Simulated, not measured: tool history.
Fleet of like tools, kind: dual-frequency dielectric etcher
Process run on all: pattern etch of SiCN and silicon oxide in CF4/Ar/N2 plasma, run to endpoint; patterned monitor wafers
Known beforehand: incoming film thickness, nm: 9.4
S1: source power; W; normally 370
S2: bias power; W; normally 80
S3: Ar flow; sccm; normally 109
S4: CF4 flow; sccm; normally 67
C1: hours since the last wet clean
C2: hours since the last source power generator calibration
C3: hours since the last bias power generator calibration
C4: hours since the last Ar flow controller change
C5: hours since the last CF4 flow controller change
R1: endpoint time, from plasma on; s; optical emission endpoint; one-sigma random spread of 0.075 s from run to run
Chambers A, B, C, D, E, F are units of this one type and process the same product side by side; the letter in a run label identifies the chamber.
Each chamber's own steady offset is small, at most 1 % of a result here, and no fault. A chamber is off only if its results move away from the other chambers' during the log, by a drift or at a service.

run	day	S1	S2	S3	S4	C1	C2	C3	C4	C5	R1
# day 0.138: chamber D: Ar flow controller replaced
1B	0.288	370	80	109	67	198.6	2650.8	2106.2	1044.7	444.1	12.649
2C	0.575	370	80	109	67	204.0	1050.9	156.9	1677.5	298.5	12.872
# day 0.717: chamber F: bias power generator calibrated
3E	0.762	370	80	109	67	185.3	3831.4	90.8	1771.2	900.9	12.742
4D	0.988	370	80	109	67	275.4	785.5	2454.5	20.5	5574.9	12.688
5F	1.212	370	80	109	67	210.0	1451.7	11.9	3102.7	916.0	12.856
6A	1.546	370	80	109	67	401.1	167.4	625.9	1056.6	792.3	12.948
7E	1.888	370	80	109	67	212.3	3858.4	117.8	1798.2	927.9	12.629
8A	2.142	370	80	109	67	415.4	181.7	640.2	1070.9	806.6	12.739
9B	2.500	370	80	109	67	251.7	2703.9	2159.3	1097.8	497.2	12.735
10D	2.688	370	80	109	67	316.2	826.3	2495.3	61.3	5615.7	12.590
11F	2.933	370	80	109	67	251.3	1493.0	53.2	3144.0	957.3	12.680
12C	3.254	370	80	109	67	268.3	1115.2	221.2	1741.8	362.8	12.712
13A	3.462	370	80	109	67	447.1	213.4	671.9	1102.6	838.3	12.721
14D	3.825	370	80	109	67	343.5	853.6	2522.6	88.6	5643.0	12.739
15B	4.146	370	80	109	67	291.2	2743.4	2198.8	1137.3	536.7	12.812
16C	4.450	370	80	109	67	297.0	1143.9	249.9	1770.5	391.5	12.708
17F	4.742	370	80	109	67	294.7	1536.4	96.6	3187.4	1000.7	12.869
18E	5.012	370	62	109	67	287.3	3933.4	192.8	1873.2	1002.9	13.936
19E	5.308	370	62	109	67	294.4	3940.5	199.9	1880.3	1010.0	13.988
20F	5.638	370	62	109	67	316.2	1557.9	118.1	3208.9	1022.2	13.864
21B	6.000	370	62	109	67	335.7	2787.9	2243.3	1181.8	581.2	14.002
22D	6.292	370	62	109	67	402.7	912.8	2581.8	147.8	5702.2	13.852
23C	6.650	370	62	109	67	349.8	1196.7	302.7	1823.3	444.3	13.912
# day 6.962: chamber B: wet clean of the chamber
24A	7.004	370	80	109	67	532.1	298.4	756.9	1187.6	923.3	12.830
25A	7.183	370	80	109	54	536.4	302.7	761.2	1191.9	927.6	13.104
26E	7.475	370	80	109	54	346.4	3992.5	251.9	1932.3	1062.0	13.038
# day 7.558: chamber A: wet clean of the chamber
27B	7.762	370	80	109	54	19.2	2830.2	2285.6	1224.1	623.5	13.169
28D	8.029	370	80	109	54	444.4	954.5	2623.5	189.5	5743.9	13.041
29F	8.192	370	80	109	54	377.5	1619.2	179.4	3270.2	1083.5	13.180
30C	8.521	370	80	109	54	394.7	1241.6	347.6	1868.2	489.2	13.204
31F	8.708	370	80	109	67	389.9	1631.6	191.8	3282.6	1095.9	12.696
# day 8.892: chamber D: wet clean of the chamber
32B	9.000	440	80	109	62	48.9	2859.9	2315.3	1253.8	653.2	11.172
33C	9.229	440	80	109	62	411.7	1258.6	364.6	1885.2	506.2	11.180
34D	9.558	440	80	109	62	16.0	991.2	2660.2	226.2	5780.6	11.139
35E	9.888	440	80	109	62	404.3	4050.4	309.8	1990.2	1119.9	11.061
36A	10.071	440	80	109	62	60.4	372.0	830.5	1261.2	996.9	11.099

Each of the 6 chambers runs these same settings next. Fill in every chamber's results:
37A	10.338	370	80	109	67						?
37B	10.338	370	80	109	67						?
37C	10.338	370	80	109	67						?
37D	10.338	370	80	109	67						?
37E	10.338	370	80	109	67						?
37F	10.338	370	80	109	67						?

run	R1
37A	12.670
37B	12.810
37C	12.906
37D	12.746
37E	12.664
37F	12.784
